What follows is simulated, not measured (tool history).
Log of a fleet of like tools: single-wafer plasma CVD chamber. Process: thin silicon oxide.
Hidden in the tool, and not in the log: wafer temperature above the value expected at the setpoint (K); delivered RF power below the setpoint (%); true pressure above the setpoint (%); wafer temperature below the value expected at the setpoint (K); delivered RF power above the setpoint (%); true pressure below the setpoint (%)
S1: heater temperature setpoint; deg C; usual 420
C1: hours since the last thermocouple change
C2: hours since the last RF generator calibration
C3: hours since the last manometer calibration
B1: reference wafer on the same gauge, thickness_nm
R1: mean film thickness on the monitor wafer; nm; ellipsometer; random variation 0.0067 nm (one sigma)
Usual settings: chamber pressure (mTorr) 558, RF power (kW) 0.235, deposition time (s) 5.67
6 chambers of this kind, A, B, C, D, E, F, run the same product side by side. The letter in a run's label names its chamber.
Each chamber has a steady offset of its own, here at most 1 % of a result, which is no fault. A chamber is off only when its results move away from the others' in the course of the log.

run 1B hour=10.1 | S1=420 chamber_pressure_(mTorr)=558 RF_power_(kW)=0.235 deposition_time_(s)=5.67 | C1=755.1 C2=681.5 C3=414.6 | B1=5.1002 | R1=6.3547
run 2C hour=16.7 | S1=420 chamber_pressure_(mTorr)=558 RF_power_(kW)=0.235 deposition_time_(s)=5.67 | C1=1717.1 C2=400.9 C3=579.9 | B1=5.1004 | R1=6.3085
run 3E hour=29.4 | S1=420 chamber_pressure_(mTorr)=558 RF_power_(kW)=0.235 deposition_time_(s)=5.67 | C1=1208 C2=837.2 C3=890.9 | B1=5.1005 | R1=6.3407
run 4A hour=41.7 | S1=420 chamber_pressure_(mTorr)=558 RF_power_(kW)=0.235 deposition_time_(s)=5.67 | C1=128.1 C2=238 C3=562.3 | B1=5.1023 | R1=6.3979
run 5F hour=48.8 | S1=420 chamber_pressure_(mTorr)=558 RF_power_(kW)=0.235 deposition_time_(s)=5.67 | C1=730.9 C2=849.6 C3=817.6 | B1=5.103 | R1=6.3818
-- hour=51.5 chamber D: capacitance manometer re-zeroed and calibrated
run 6D hour=59.9 | S1=420 chamber_pressure_(mTorr)=558 RF_power_(kW)=0.235 deposition_time_(s)=5.67 | C1=2391.2 C2=587.9 C3=8.4 | B1=5.1037 | R1=6.3355
run 7D hour=66.3 | S1=420 chamber_pressure_(mTorr)=558 RF_power_(kW)=0.235 deposition_time_(s)=5.67 | C1=2397.6 C2=594.3 C3=14.8 | B1=5.1044 | R1=6.3422
run 8A hour=76.6 | S1=420 chamber_pressure_(mTorr)=558 RF_power_(kW)=0.235 deposition_time_(s)=5.67 | C1=163 C2=272.9 C3=597.2 | B1=5.1057 | R1=6.4084
run 9E hour=84.7 | S1=420 chamber_pressure_(mTorr)=558 RF_power_(kW)=0.235 deposition_time_(s)=5.67 | C1=1263.3 C2=892.5 C3=946.2 | B1=5.1052 | R1=6.3458
run 10B hour=95.2 | S1=406 chamber_pressure_(mTorr)=558 RF_power_(kW)=0.235 deposition_time_(s)=5.67 | C1=840.2 C2=766.6 C3=499.7 | B1=5.1062 | R1=6.425
run 11C hour=100.9 | S1=406 chamber_pressure_(mTorr)=558 RF_power_(kW)=0.235 deposition_time_(s)=5.67 | C1=1801.3 C2=485.1 C3=664.1 | B1=5.1068 | R1=6.376
run 12F hour=110.6 | S1=406 chamber_pressure_(mTorr)=558 RF_power_(kW)=0.235 deposition_time_(s)=5.67 | C1=792.7 C2=911.4 C3=879.4 | B1=5.1085 | R1=6.4491
run 13B hour=120.6 | S1=406 chamber_pressure_(mTorr)=558 RF_power_(kW)=0.235 deposition_time_(s)=5.67 | C1=865.6 C2=792 C3=525.1 | B1=5.1081 | R1=6.4293
run 14A hour=129.3 | S1=406 chamber_pressure_(mTorr)=558 RF_power_(kW)=0.235 deposition_time_(s)=5.67 | C1=215.7 C2=325.6 C3=649.9 | B1=5.1078 | R1=6.4778
run 15C hour=141.3 | S1=406 chamber_pressure_(mTorr)=558 RF_power_(kW)=0.235 deposition_time_(s)=5.67 | C1=1841.7 C2=525.5 C3=704.5 | B1=5.1078 | R1=6.3781
run 16D hour=148.3 | S1=420 chamber_pressure_(mTorr)=558 RF_power_(kW)=0.235 deposition_time_(s)=5.67 | C1=2479.6 C2=676.3 C3=96.8 | B1=5.1094 | R1=6.343
run 17F hour=154.3 | S1=420 chamber_pressure_(mTorr)=558 RF_power_(kW)=0.235 deposition_time_(s)=5.67 | C1=836.4 C2=955.1 C3=923.1 | B1=5.1083 | R1=6.3857
run 18E hour=160.9 | S1=420 chamber_pressure_(mTorr)=558 RF_power_(kW)=0.235 deposition_time_(s)=5.67 | C1=1339.5 C2=968.7 C3=1022.4 | B1=5.1115 | R1=6.3365
run 19F hour=172.9 | S1=420 chamber_pressure_(mTorr)=452 RF_power_(kW)=0.235 deposition_time_(s)=5.67 | C1=855 C2=973.7 C3=941.7 | B1=5.1103 | R1=5.0176
run 20D hour=180.7 | S1=420 chamber_pressure_(mTorr)=452 RF_power_(kW)=0.235 deposition_time_(s)=5.67 | C1=2512 C2=708.7 C3=129.2 | B1=5.1107 | R1=5.022
run 21B hour=187.4 | S1=420 chamber_pressure_(mTorr)=452 RF_power_(kW)=0.235 deposition_time_(s)=5.67 | C1=932.4 C2=858.8 C3=591.9 | B1=5.1131 | R1=5.0169
run 22A hour=193 | S1=420 chamber_pressure_(mTorr)=452 RF_power_(kW)=0.235 deposition_time_(s)=5.67 | C1=279.4 C2=389.3 C3=713.6 | B1=5.1124 | R1=5.0542
run 23C hour=203.7 | S1=420 chamber_pressure_(mTorr)=452 RF_power_(kW)=0.235 deposition_time_(s)=5.67 | C1=1904.1 C2=587.9 C3=766.9 | B1=5.1124 | R1=4.9904
run 24E hour=209.9 | S1=420 chamber_pressure_(mTorr)=452 RF_power_(kW)=0.235 deposition_time_(s)=5.67 | C1=1388.5 C2=1017.7 C3=1071.4 | B1=5.1134 | R1=5.001
run 25E hour=217.1 | S1=420 chamber_pressure_(mTorr)=558 RF_power_(kW)=0.235 deposition_time_(s)=5.67 | C1=1395.7 C2=1024.9 C3=1078.6 | B1=5.1149 | R1=6.3413
run 26F hour=224.7 | S1=420 chamber_pressure_(mTorr)=558 RF_power_(kW)=0.235 deposition_time_(s)=5.67 | C1=906.8 C2=1025.5 C3=993.5 | B1=5.113 | R1=6.396
run 27C hour=234.1 | S1=420 chamber_pressure_(mTorr)=558 RF_power_(kW)=0.235 deposition_time_(s)=5.67 | C1=1934.5 C2=618.3 C3=797.3 | B1=5.1126 | R1=6.3298
run 28D hour=239.6 | S1=420 chamber_pressure_(mTorr)=558 RF_power_(kW)=0.235 deposition_time_(s)=5.67 | C1=2570.9 C2=767.6 C3=188.1 | B1=5.1148 | R1=6.34
-- hour=244.3 chamber B: RF generator calibrated
run 29A hour=247.5 | S1=420 chamber_pressure_(mTorr)=558 RF_power_(kW)=0.235 deposition_time_(s)=5.67 | C1=333.9 C2=443.8 C3=768.1 | B1=5.115 | R1=6.4135
run 30B hour=255.4 | S1=411 chamber_pressure_(mTorr)=558 RF_power_(kW)=0.235 deposition_time_(s)=4.72 | C1=1000.4 C2=11.1 C3=659.9 | B1=5.1165 | R1=5.3497
run 31E hour=266.1 | S1=411 chamber_pressure_(mTorr)=558 RF_power_(kW)=0.235 deposition_time_(s)=4.72 | C1=1444.7 C2=1073.9 C3=1127.6 | B1=5.1172 | R1=5.3197
run 32A hour=277.7 | S1=411 chamber_pressure_(mTorr)=558 RF_power_(kW)=0.235 deposition_time_(s)=4.72 | C1=364.1 C2=474 C3=798.3 | B1=5.1192 | R1=5.3834
-- hour=279.7 chamber F: thermocouple changed; heater temperature recalibrated
run 33B hour=284.1 | S1=411 chamber_pressure_(mTorr)=558 RF_power_(kW)=0.235 deposition_time_(s)=4.72 | C1=1029.1 C2=39.8 C3=688.6 | B1=5.1186 | R1=5.3586
run 34C hour=294.4 | S1=411 chamber_pressure_(mTorr)=558 RF_power_(kW)=0.235 deposition_time_(s)=4.72 | C1=1994.8 C2=678.6 C3=857.6 | B1=5.1207 | R1=5.3081
run 35F hour=305 | S1=411 chamber_pressure_(mTorr)=558 RF_power_(kW)=0.235 deposition_time_(s)=4.72 | C1=25.3 C2=1105.8 C3=1073.8 | B1=5.1203 | R1=5.3584
run 36D hour=316.3 | S1=420 chamber_pressure_(mTorr)=558 RF_power_(kW)=0.235 deposition_time_(s)=5.67 | C1=2647.6 C2=844.3 C3=264.8 | B1=5.1208 | R1=6.3512
run 37F hour=327.7 | S1=420 chamber_pressure_(mTorr)=558 RF_power_(kW)=0.235 deposition_time_(s)=5.67 | C1=48 C2=1128.5 C3=1096.5 | B1=5.1189 | R1=6.3926
run 38C hour=336.4 | S1=420 chamber_pressure_(mTorr)=558 RF_power_(kW)=0.235 deposition_time_(s)=5.67 | C1=2036.8 C2=720.6 C3=899.6 | B1=5.1207 | R1=6.3417
run 39E hour=345.8 | S1=420 chamber_pressure_(mTorr)=558 RF_power_(kW)=0.235 deposition_time_(s)=5.67 | C1=1524.4 C2=1153.6 C3=1207.3 | B1=5.1214 | R1=6.3512

Next, every chamber runs the same settings. What will each give?
run 40A hour=355 | S1=420 chamber_pressure_(mTorr)=558 RF_power_(kW)=0.235 deposition_time_(s)=5.67 | R1=?
run 40B hour=355 | S1=420 chamber_pressure_(mTorr)=558 RF_power_(kW)=0.235 deposition_time_(s)=5.67 | R1=?
run 40C hour=355 | S1=420 chamber_pressure_(mTorr)=558 RF_power_(kW)=0.235 deposition_time_(s)=5.67 | R1=?
run 40D hour=355 | S1=420 chamber_pressure_(mTorr)=558 RF_power_(kW)=0.235 deposition_time_(s)=5.67 | R1=?
run 40E hour=355 | S1=420 chamber_pressure_(mTorr)=558 RF_power_(kW)=0.235 deposition_time_(s)=5.67 | R1=?
run 40F hour=355 | S1=420 chamber_pressure_(mTorr)=558 RF_power_(kW)=0.235 deposition_time_(s)=5.67 | R1=?

run=40A R1=6.4312
run=40B R1=6.4014
run=40C R1=6.3397
run=40D R1=6.3512
run=40E R1=6.3571
run=40F R1=6.3985
